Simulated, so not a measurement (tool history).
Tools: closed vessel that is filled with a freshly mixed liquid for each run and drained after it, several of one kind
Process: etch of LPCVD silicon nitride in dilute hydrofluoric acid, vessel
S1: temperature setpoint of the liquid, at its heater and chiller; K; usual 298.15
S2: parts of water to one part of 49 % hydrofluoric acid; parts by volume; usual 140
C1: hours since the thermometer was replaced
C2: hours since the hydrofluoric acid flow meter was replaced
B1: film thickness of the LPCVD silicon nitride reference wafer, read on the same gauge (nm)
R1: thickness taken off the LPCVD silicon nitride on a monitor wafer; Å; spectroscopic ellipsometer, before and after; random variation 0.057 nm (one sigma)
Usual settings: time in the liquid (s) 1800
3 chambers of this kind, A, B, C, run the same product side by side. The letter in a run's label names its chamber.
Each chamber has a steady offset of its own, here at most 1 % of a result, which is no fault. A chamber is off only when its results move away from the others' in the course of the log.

run 1B day=0.325 | S1=298.15 S2=140 time_in_the_liquid_(s)=1800 | C1=599.2 C2=159.1 | B1=49.989 | R1=80.942
run 2A day=0.600 | S1=298.15 S2=140 time_in_the_liquid_(s)=1800 | C1=1683.1 C2=422.2 | B1=50.007 | R1=79.505
run 3C day=0.862 | S1=298.15 S2=140 time_in_the_liquid_(s)=1800 | C1=1263.5 C2=2120.4 | B1=49.989 | R1=78.759
run 4C day=1.208 | S1=298.15 S2=140 time_in_the_liquid_(s)=1800 | C1=1271.8 C2=2128.7 | B1=50.000 | R1=79.015
run 5B day=1.571 | S1=298.15 S2=140 time_in_the_liquid_(s)=1800 | C1=629.1 C2=189.0 | B1=49.993 | R1=79.938
-- day=1.858 chamber B: thermometer replaced
run 6A day=1.938 | S1=298.15 S2=140 time_in_the_liquid_(s)=1800 | C1=1715.2 C2=454.3 | B1=50.029 | R1=78.814
run 7B day=2.108 | S1=298.15 S2=140 time_in_the_liquid_(s)=1800 | C1=6.0 C2=201.9 | B1=50.023 | R1=80.278
run 8C day=2.300 | S1=298.15 S2=140 time_in_the_liquid_(s)=1800 | C1=1298.0 C2=2154.9 | B1=50.008 | R1=78.775
run 9A day=2.654 | S1=298.15 S2=140 time_in_the_liquid_(s)=1800 | C1=1732.4 C2=471.5 | B1=50.015 | R1=78.337
run 10B day=2.942 | S1=298.15 S2=140 time_in_the_liquid_(s)=1800 | C1=26.0 C2=221.9 | B1=49.981 | R1=80.307
run 11A day=3.133 | S1=298.15 S2=140 time_in_the_liquid_(s)=1800 | C1=1743.9 C2=483.0 | B1=49.987 | R1=78.722
run 12C day=3.446 | S1=298.15 S2=140 time_in_the_liquid_(s)=1800 | C1=1325.5 C2=2182.4 | B1=49.977 | R1=79.736
run 13A day=3.692 | S1=298.15 S2=140 time_in_the_liquid_(s)=1800 | C1=1757.3 C2=496.4 | B1=49.981 | R1=79.085
run 14C day=3.950 | S1=298.15 S2=140 time_in_the_liquid_(s)=1800 | C1=1337.6 C2=2194.5 | B1=49.983 | R1=79.106
-- day=4.179 chamber C: hydrofluoric acid flow meter replaced
run 15B day=4.242 | S1=298.15 S2=140 time_in_the_liquid_(s)=1800 | C1=57.2 C2=253.1 | B1=50.016 | R1=81.090
run 16B day=4.442 | S1=298.15 S2=140 time_in_the_liquid_(s)=1800 | C1=62.0 C2=257.9 | B1=50.019 | R1=81.894
run 17A day=4.667 | S1=298.15 S2=140 time_in_the_liquid_(s)=1800 | C1=1780.7 C2=519.8 | B1=50.016 | R1=79.417
run 18C day=4.888 | S1=298.15 S2=140 time_in_the_liquid_(s)=1800 | C1=1360.1 C2=17.0 | B1=49.983 | R1=79.267
run 19C day=5.108 | S1=298.15 S2=140 time_in_the_liquid_(s)=1800 | C1=1365.4 C2=22.3 | B1=50.005 | R1=79.736
run 20B day=5.312 | S1=298.15 S2=140 time_in_the_liquid_(s)=1800 | C1=82.9 C2=278.8 | B1=50.001 | R1=82.200
run 21A day=5.575 | S1=298.15 S2=140 time_in_the_liquid_(s)=1800 | C1=1802.5 C2=541.6 | B1=49.970 | R1=78.331
run 22B day=5.833 | S1=298.15 S2=140 time_in_the_liquid_(s)=1800 | C1=95.4 C2=291.3 | B1=49.997 | R1=82.658
run 23A day=6.188 | S1=298.15 S2=140 time_in_the_liquid_(s)=1800 | C1=1817.2 C2=556.3 | B1=50.008 | R1=79.035
run 24C day=6.442 | S1=298.15 S2=140 time_in_the_liquid_(s)=1800 | C1=1397.4 C2=54.3 | B1=50.006 | R1=79.086
run 25B day=6.812 | S1=298.15 S2=140 time_in_the_liquid_(s)=1800 | C1=118.9 C2=314.8 | B1=50.005 | R1=84.087
run 26C day=6.996 | S1=301.65 S2=140 time_in_the_liquid_(s)=2680 | C1=1410.7 C2=67.6 | B1=49.992 | R1=147.100
run 27A day=7.212 | S1=301.65 S2=140 time_in_the_liquid_(s)=2680 | C1=1841.8 C2=580.9 | B1=49.977 | R1=146.400
run 28A day=7.488 | S1=301.65 S2=140 time_in_the_liquid_(s)=2680 | C1=1848.4 C2=587.5 | B1=50.033 | R1=146.890
run 29B day=7.733 | S1=298.15 S2=140 time_in_the_liquid_(s)=1800 | C1=141.0 C2=336.9 | B1=49.999 | R1=84.695
run 30C day=7.946 | S1=298.15 S2=140 time_in_the_liquid_(s)=1800 | C1=1433.5 C2=90.4 | B1=50.034 | R1=79.336
run 31C day=8.158 | S1=298.15 S2=140 time_in_the_liquid_(s)=1800 | C1=1438.6 C2=95.5 | B1=49.980 | R1=79.922
run 32A day=8.458 | S1=298.15 S2=140 time_in_the_liquid_(s)=1800 | C1=1871.7 C2=610.8 | B1=49.961 | R1=78.781
-- day=8.600 chamber C: thermometer replaced
run 33B day=8.800 | S1=298.15 S2=140 time_in_the_liquid_(s)=1800 | C1=166.6 C2=362.5 | B1=49.981 | R1=85.173
run 34A day=9.075 | S1=298.15 S2=140 time_in_the_liquid_(s)=1800 | C1=1886.5 C2=625.6 | B1=50.028 | R1=79.005
run 35B day=9.325 | S1=298.15 S2=140 time_in_the_liquid_(s)=1800 | C1=179.2 C2=375.1 | B1=49.995 | R1=86.274
run 36C day=9.525 | S1=298.15 S2=140 time_in_the_liquid_(s)=1800 | C1=22.3 C2=128.3 | B1=50.027 | R1=79.410
run 37A day=9.754 | S1=298.15 S2=210 time_in_the_liquid_(s)=1800 | C1=1902.8 C2=641.9 | B1=49.991 | R1=52.784

What goes on in this fleet: one chamber off, a drifting gauge, or nothing beyond the chambers' own small offsets? Name the chamber and the cause, if any.

Chamber B drifts away from the others.
Cause: hydrofluoric acid flow above the setpoint (%) = 8.97.
The log may not tell that from: liquid hotter than its thermometer reads (K).

Here are 4 candidates for chamber B's next run, each the usual settings with a change, their results left as question marks. Which one brings its results back in line with what the others give on the usual settings?
In line means no further than this from the other chambers' mean on the usual settings: R1 2.000 Å
run 38B-1 day=10.021 | S1=298.15 S2=135 time_in_the_liquid_(s)=1900 | R1=?
run 38B-2 day=10.021 | S1=298.15 S2=145 time_in_the_liquid_(s)=1800 | R1=?
run 38B-3 day=10.021 | S1=298.15 S2=135 time_in_the_liquid_(s)=1800 | R1=?
run 38B-4 day=10.021 | S1=297.65 S2=150 time_in_the_liquid_(s)=1800 | R1=?

The other chambers' mean on the usual settings: R1 79.189 Å
run=38B-1 R1=95.673
run=38B-2 R1=84.347
run=38B-3 R1=90.637
run=38B-4 R1=78.981
38B-4 brings the chamber back in line.
